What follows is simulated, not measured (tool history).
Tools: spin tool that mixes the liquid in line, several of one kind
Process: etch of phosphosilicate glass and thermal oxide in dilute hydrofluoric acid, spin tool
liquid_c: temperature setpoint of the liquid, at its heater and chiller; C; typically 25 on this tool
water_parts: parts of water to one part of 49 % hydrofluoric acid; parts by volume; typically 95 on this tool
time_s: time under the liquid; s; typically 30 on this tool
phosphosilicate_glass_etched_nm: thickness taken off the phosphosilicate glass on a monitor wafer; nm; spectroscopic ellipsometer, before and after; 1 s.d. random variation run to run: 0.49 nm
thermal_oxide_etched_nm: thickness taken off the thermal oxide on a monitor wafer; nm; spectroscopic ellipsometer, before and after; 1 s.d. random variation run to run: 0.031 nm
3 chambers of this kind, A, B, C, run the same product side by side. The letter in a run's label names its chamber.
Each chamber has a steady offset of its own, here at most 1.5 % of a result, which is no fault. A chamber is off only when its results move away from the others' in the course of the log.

| run | day | liquid_c | water_parts | time_s | hours since the thermometer was replaced | hours since the hydrofluoric acid flow meter was replaced | read-back film thickness of the phosphosilicate glass reference wafer, read on the same gauge (nm) | read-back film thickness of the thermal oxide reference wafer, read on the same gauge (nm) | phosphosilicate_glass_etched_nm | thermal_oxide_etched_nm |
|---|---|---|---|---|---|---|---|---|---|---|
| 1A | 0.242 | 25 | 95 | 30 | 1771.9 | 100.7 | 69.973 | 80.02 | 65.193 | 1.582 |
| 2B | 0.433 | 25 | 95 | 30 | 685.7 | 199.6 | 70.003 | 80.025 | 66.691 | 1.6319 |
| 3C | 0.7 | 25 | 95 | 30 | 1281 | 524.4 | 69.991 | 80.038 | 65.895 | 1.6271 |
| 4C | 0.9 | 25 | 95 | 30 | 1285.8 | 529.2 | 69.995 | 79.984 | 65.833 | 1.5822 |
| 5A | 1.208 | 25 | 95 | 30 | 1795.1 | 123.9 | 70.009 | 79.994 | 66.322 | 1.5709 |
| 6B | 1.383 | 25 | 95 | 30 | 708.5 | 222.4 | 70.017 | 79.986 | 66.411 | 1.6371 |
| 7A | 1.583 | 25 | 95 | 30 | 1804.1 | 132.9 | 69.98 | 80.019 | 66.536 | 1.5924 |
| 8C | 1.792 | 25 | 95 | 30 | 1307.2 | 550.6 | 70.02 | 80.051 | 66.38 | 1.5714 |
| 9B | 2.05 | 25 | 95 | 30 | 724.5 | 238.4 | 70.001 | 79.984 | 66.182 | 1.6259 |
| 10C | 2.283 | 27 | 95 | 30 | 1319 | 562.4 | 69.997 | 79.989 | 71.568 | 1.6773 |
| 11A | 2.483 | 27 | 95 | 30 | 1825.7 | 154.5 | 69.999 | 80.008 | 71.438 | 1.773 |
| 12B | 2.679 | 27 | 95 | 30 | 739.6 | 253.5 | 69.988 | 79.996 | 71.796 | 1.7388 |
| 13B | 2.929 | 25 | 95 | 30 | 745.6 | 259.5 | 70.016 | 80.036 | 66.584 | 1.6616 |
| 14C | 3.075 | 25 | 95 | 30 | 1338 | 581.4 | 70.016 | 79.98 | 65.108 | 1.5605 |
| 15A | 3.254 | 25 | 95 | 30 | 1844.2 | 173 | 70.002 | 79.971 | 65.912 | 1.5731 |
| 16A | 3.392 | 25 | 95 | 30 | 1847.5 | 176.3 | 69.991 | 80.011 | 66.292 | 1.5973 |
| 17B | 3.633 | 25 | 95 | 30 | 762.5 | 276.4 | 69.995 | 79.95 | 66.36 | 1.5933 |
| 18C | 3.821 | 25 | 95 | 30 | 1355.9 | 599.3 | 70.024 | 79.976 | 65.906 | 1.5737 |
| 19A | 4.046 | 25 | 95 | 30 | 1863.2 | 192 | 70.012 | 79.944 | 65.175 | 1.6409 |
| 20C | 4.296 | 25 | 95 | 30 | 1367.3 | 610.7 | 69.958 | 79.983 | 65.864 | 1.5884 |
| 21B | 4.583 | 28 | 140 | 30 | 785.3 | 299.2 | 69.992 | 80.011 | 47.77 | 1.1703 |
| 22B | 4.862 | 28 | 140 | 30 | 792 | 305.9 | 69.998 | 79.982 | 48.207 | 1.1262 |
| 23A | 4.996 | 28 | 140 | 30 | 1886 | 214.8 | 70.021 | 79.964 | 46.979 | 1.1778 |
| 24C | 5.171 | 25 | 95 | 30 | 1388.3 | 631.7 | 70.017 | 80.054 | 65.937 | 1.6275 |
|  | 5.396 | chamber C: hydrofluoric acid flow meter replaced |
| 25C | 5.412 | 25 | 95 | 30 | 1394.1 | 0.5 | 69.979 | 80.011 | 65.538 | 1.5733 |
| 26A | 5.558 | 25 | 95 | 30 | 1899.5 | 228.3 | 69.989 | 80.001 | 64.089 | 1.5331 |
| 27B | 5.817 | 25 | 60 | 20 | 814.9 | 328.8 | 69.989 | 79.961 | 71.434 | 1.7183 |
| 28B | 6.071 | 25 | 60 | 20 | 821 | 334.9 | 69.991 | 80.021 | 72.28 | 1.7694 |
| 29C | 6.238 | 25 | 60 | 20 | 1413.9 | 20.3 | 69.983 | 79.996 | 71.646 | 1.6752 |
| 30A | 6.521 | 25 | 95 | 30 | 1922.6 | 251.4 | 70.001 | 79.986 | 65.539 | 1.616 |
| 31A | 6.708 | 25 | 95 | 30 | 1927.1 | 255.9 | 70.034 | 79.944 | 66.023 | 1.55 |
| 32B | 6.929 | 25 | 95 | 30 | 841.6 | 355.5 | 69.994 | 79.972 | 67.115 | 1.601 |
| 33C | 7.183 | 25 | 95 | 30 | 1436.6 | 43 | 69.988 | 79.963 | 64.955 | 1.558 |
| 34A | 7.379 | 25 | 95 | 30 | 1943.2 | 272 | 69.986 | 80.018 | 65.884 | 1.5664 |
| 35B | 7.658 | 25 | 95 | 30 | 859.1 | 373 | 69.99 | 79.974 | 65.708 | 1.6001 |
| 36C | 7.817 | 25 | 95 | 30 | 1451.8 | 58.2 | 69.988 | 80.003 | 66.021 | 1.6135 |
| 37B | 8.021 | 25 | 95 | 30 | 867.8 | 381.7 | 69.982 | 80.026 | 66.286 | 1.5998 |
| 38C | 8.279 | 25 | 95 | 30 | 1462.9 | 69.3 | 70.012 | 80.017 | 66.316 | 1.5788 |
| 39A | 8.496 | 25 | 95 | 30 | 1970 | 298.8 | 70.021 | 80.001 | 65.047 | 1.6276 |
| 40A | 8.708 | 25 | 95 | 30 | 1975.1 | 303.9 | 70.003 | 80.033 | 65.17 | 1.5993 |
| 41B | 8.883 | 25 | 95 | 30 | 888.5 | 402.4 | 69.982 | 79.98 | 66.558 | 1.5234 |

Predict what each chamber gives when all 3 of them run the settings below next.
| 42A | 9.104 | 25 | 95 | 30 |  |  |  |  | ? | ? |
| 42B | 9.104 | 25 | 95 | 30 |  |  |  |  | ? | ? |
| 42C | 9.104 | 25 | 95 | 30 |  |  |  |  | ? | ? |

| run | phosphosilicate_glass_etched_nm | thermal_oxide_etched_nm |
|---|---|---|
| 42A | 65.343 | 1.6337 |
| 42B | 65.618 | 1.5975 |
| 42C | 66.002 | 1.5338 |

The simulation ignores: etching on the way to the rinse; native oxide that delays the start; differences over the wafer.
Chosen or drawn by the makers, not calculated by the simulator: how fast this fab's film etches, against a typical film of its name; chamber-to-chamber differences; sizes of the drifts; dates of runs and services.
